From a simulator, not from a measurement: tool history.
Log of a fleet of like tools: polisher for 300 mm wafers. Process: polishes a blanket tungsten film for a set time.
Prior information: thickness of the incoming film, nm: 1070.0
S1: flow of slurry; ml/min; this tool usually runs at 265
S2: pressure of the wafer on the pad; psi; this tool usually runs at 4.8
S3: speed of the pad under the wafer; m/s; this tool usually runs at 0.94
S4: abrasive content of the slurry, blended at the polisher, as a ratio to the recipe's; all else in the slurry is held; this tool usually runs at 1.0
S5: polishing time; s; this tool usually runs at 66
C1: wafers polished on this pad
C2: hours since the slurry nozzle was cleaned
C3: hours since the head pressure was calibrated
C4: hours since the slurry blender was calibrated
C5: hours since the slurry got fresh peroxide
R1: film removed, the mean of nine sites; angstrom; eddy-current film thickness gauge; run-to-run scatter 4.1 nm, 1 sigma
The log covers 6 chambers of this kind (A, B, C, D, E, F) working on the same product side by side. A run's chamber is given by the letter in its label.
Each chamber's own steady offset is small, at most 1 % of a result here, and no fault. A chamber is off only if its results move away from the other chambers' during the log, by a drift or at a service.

run   hour   S1   S2    S3   S4  S5    C1     C2      C3     C4     C5      R1
       0.8  -- chamber A: slurry tank refilled with fresh slurry and peroxide
       7.1  -- chamber F: worn pad replaced by a new one
 1A    8.5  265  4.8  0.94  1.0  66   202  555.9   738.5   92.8    7.8  3857.8
 2E   18.3  265  4.8  0.94  1.0  66   317  212.1   225.2  150.3  166.6  3818.9
 3D   23.9  265  4.8  0.94  1.0  66   643   89.0   687.7   52.5   63.3  3747.6
 4C   29.1  265  4.8  0.94  1.0  66   595  131.8  1011.8   95.3   34.6  3705.2
      31.5  -- chamber E: slurry tank refilled with fresh slurry and peroxide
      31.9  -- chamber F: slurry tank refilled with fresh slurry and peroxide
 5F   38.4  265  4.8  0.94  1.0  66   422  386.5   223.4  362.6    6.5  3758.7
      42.5  -- chamber D: worn pad replaced by a new one
      45.0  -- chamber B: head pressure recalibrated
 6B   48.6  265  4.8  0.94  1.0  66   746  700.5     3.6  212.3   57.6  3858.1
      54.5  -- chamber B: worn pad replaced by a new one
      55.9  -- chamber C: slurry tank refilled with fresh slurry and peroxide
 7A   59.7  265  4.8  1.04  0.8  66   892  607.1   789.7  144.0   59.0  4020.0
      60.3  -- chamber C: worn pad replaced by a new one
      62.1  -- chamber B: slurry nozzle cleaned
      65.3  -- chamber A: worn pad replaced by a new one
      66.3  -- chamber A: slurry tank refilled with fresh slurry and peroxide
 8C   67.1  265  4.8  1.04  0.8  66    91  169.8  1049.8  133.3   11.2  3983.1
      68.8  -- chamber F: slurry blender recalibrated
 9E   75.0  265  4.8  1.04  0.8  66  1081  268.8   281.9  207.0   43.6  3932.3
      76.4  -- chamber F: worn pad replaced by a new one
      85.7  -- chamber E: worn pad replaced by a new one
10B   86.0  265  4.8  1.04  0.8  66   424   24.0    41.0  249.7   95.0  4060.8
11D   91.1  265  4.8  1.04  0.8  66   655  156.2   754.9  119.7  130.5  4006.4
      96.1  -- chamber A: slurry nozzle cleaned
12F   97.3  265  4.8  1.04  0.8  66   281  445.4   282.3   28.5   65.4  3973.5
     100.7  -- chamber B: slurry tank refilled with fresh slurry and peroxide
     100.8  -- chamber D: worn pad replaced by a new one
13D  107.7  265  4.8  0.94  1.0  66    93  172.8   771.5  136.3  147.1  3877.1
14A  114.2  230  4.8  0.76  1.0  66   658   18.1   844.2  198.5   48.0  3105.6
     114.6  -- chamber F: slurry tank refilled with fresh slurry and peroxide
     115.2  -- chamber B: worn pad replaced by a new one
     117.6  -- chamber C: slurry tank refilled with fresh slurry and peroxide
     118.2  -- chamber C: head pressure recalibrated
15C  125.4  230  4.8  0.76  1.0  66   877  228.1     7.2  191.6    7.8  3044.6
     127.2  -- chamber A: worn pad replaced by a new one
     129.3  -- chamber C: worn pad replaced by a new one
     132.5  -- chamber D: slurry tank refilled with fresh slurry and peroxide
     132.5  -- chamber A: slurry tank refilled with fresh slurry and peroxide
16F  136.2  230  4.8  0.76  1.0  66   805  484.3   321.2   67.4   21.7  3043.8
     141.8  -- chamber B: slurry blender recalibrated
17E  146.4  230  4.8  0.76  1.0  66   818  340.2   353.3  278.4  115.0  2973.8
18B  153.0  230  4.8  0.76  1.0  66   509   91.0   108.0   11.2   52.3  3055.2
     154.0  -- chamber F: worn pad replaced by a new one
     157.7  -- chamber D: head pressure recalibrated
19D  158.9  230  4.8  0.76  1.0  66   783  224.0     1.2  187.5   26.4  3064.4
     166.9  -- chamber E: worn pad replaced by a new one
20F  167.4  265  4.8  0.94  1.0  66   181  515.5   352.4   98.6   52.9  3788.3
     173.0  -- chamber D: worn pad replaced by a new one
21B  175.3  265  4.8  0.94  1.0  66   809  113.3   130.3   33.5   74.6  3834.5
22C  181.3  265  4.8  0.94  1.0  66   701  284.0    63.1  247.5   63.7  3746.5
     182.0  -- chamber B: worn pad replaced by a new one
23A  187.4  265  4.8  0.94  1.0  66   811   91.3   917.4  271.7   54.9  3771.0
     189.4  -- chamber C: worn pad replaced by a new one
     191.9  -- chamber A: worn pad replaced by a new one
     193.2  -- chamber F: slurry tank refilled with fresh slurry and peroxide
24E  193.3  265  4.8  0.94  1.0  66   356  387.1   400.2  325.3  161.9  3823.5
     193.7  -- chamber C: slurry tank refilled with fresh slurry and peroxide
     196.5  -- chamber E: slurry tank refilled with fresh slurry and peroxide
25D  200.4  265  4.8  0.94  1.0  66   369  265.5    42.7  229.0   67.9  3848.1
     202.8  -- chamber A: slurry tank refilled with fresh slurry and peroxide
26A  209.3  265  3.4  0.94  1.0  66   235  113.2   939.3  293.6    6.5  2718.1
27E  216.9  265  3.4  0.94  1.0  66   674  410.7   423.8  348.9   20.5  2632.6
     217.3  -- chamber F: worn pad replaced by a new one
     219.0  -- chamber D: slurry nozzle cleaned
     222.3  -- chamber B: slurry tank refilled with fresh slurry and peroxide
28F  225.9  265  3.4  0.94  1.0  66   116  574.0   410.9  157.1   32.8  2635.4
29C  231.0  265  3.4  0.94  1.0  66   560  333.7   112.8  297.2   37.4  2725.3
     234.8  -- chamber D: worn pad replaced by a new one
30B  237.1  265  3.4  0.94  1.0  66   742  175.1   192.1   95.3   14.8  2731.5
31F  243.1  265  3.4  0.94  1.0  66   348  591.2   428.1  174.3   50.0  2622.5
     250.8  -- chamber B: worn pad replaced by a new one
     251.9  -- chamber A: worn pad replaced by a new one
     252.1  -- chamber C: slurry tank refilled with fresh slurry and peroxide
32A  252.3  265  6.3  1.24  1.0  66     6  156.2   982.3  336.6   49.5  6507.7
     253.9  -- chamber E: worn pad replaced by a new one
33C  258.4  265  6.3  1.24  1.0  66   929  361.1   140.2  324.6    6.3  6553.5
     264.6  -- chamber C: worn pad replaced by a new one
34E  265.6  265  6.3  1.24  1.0  66   158  459.4   472.5  397.6   69.2  6530.1
     268.0  -- chamber A: slurry tank refilled with fresh slurry and peroxide
35B  271.4  265  6.3  1.24  1.0  66   277  209.4   226.4  129.6   49.1  6885.6
     275.6  -- chamber F: worn pad replaced by a new one
36D  278.3  265  6.3  1.24  1.0  66   586   59.4   120.6  306.9  145.8  6570.9
     282.4  -- chamber F: slurry tank refilled with fresh slurry and peroxide
37F  285.5  265  6.3  1.24  1.0  66   133  633.6   470.5  216.7    3.2  6558.5
38A  291.5  265  4.8  0.94  1.0  66   534  195.4  1021.5  375.8   23.6  3687.2
     292.2  -- chamber C: slurry nozzle cleaned
39D  302.8  265  4.8  0.94  1.0  66   916   83.9   145.1  331.4  170.3  3845.8
40B  309.7  265  4.8  0.94  1.0  66   793  247.7   264.7  167.9   87.4  3816.6
     310.9  -- chamber D: worn pad replaced by a new one
     311.7  -- chamber B: worn pad replaced by a new one
     312.1  -- chamber E: slurry blender recalibrated
     314.6  -- chamber B: slurry tank refilled with fresh slurry and peroxide
     317.3  -- chamber D: slurry tank refilled with fresh slurry and peroxide
41E  317.3  265  4.8  0.94  1.0  66   855  511.1   524.2    5.3  120.9  3781.7
     317.6  -- chamber C: slurry tank refilled with fresh slurry and peroxide
     318.5  -- chamber C: slurry blender recalibrated
42C  325.8  265  4.8  0.94  1.0  66   825   33.7   207.6    7.3    8.3  3778.6
43B  333.0  265  4.8  0.94  1.0  66   287  271.0   288.0  191.2   18.5  3831.8
44D  338.2  265  4.8  0.94  1.0  66   368  119.3   180.5  366.8   21.0  3772.3

Next, every chamber runs the same settings. What will each give?
45A  346.5  265  4.8  0.94  1.0  66                       ?
45B  346.5  265  4.8  0.94  1.0  66                       ?
45C  346.5  265  4.8  0.94  1.0  66                       ?
45D  346.5  265  4.8  0.94  1.0  66                       ?
45E  346.5  265  4.8  0.94  1.0  66                       ?
45F  346.5  265  4.8  0.94  1.0  66                       ?

run      R1
45A  3616.3
45B  3827.8
45C  3738.9
45D  3837.9
45E  3768.8
45F  3721.8
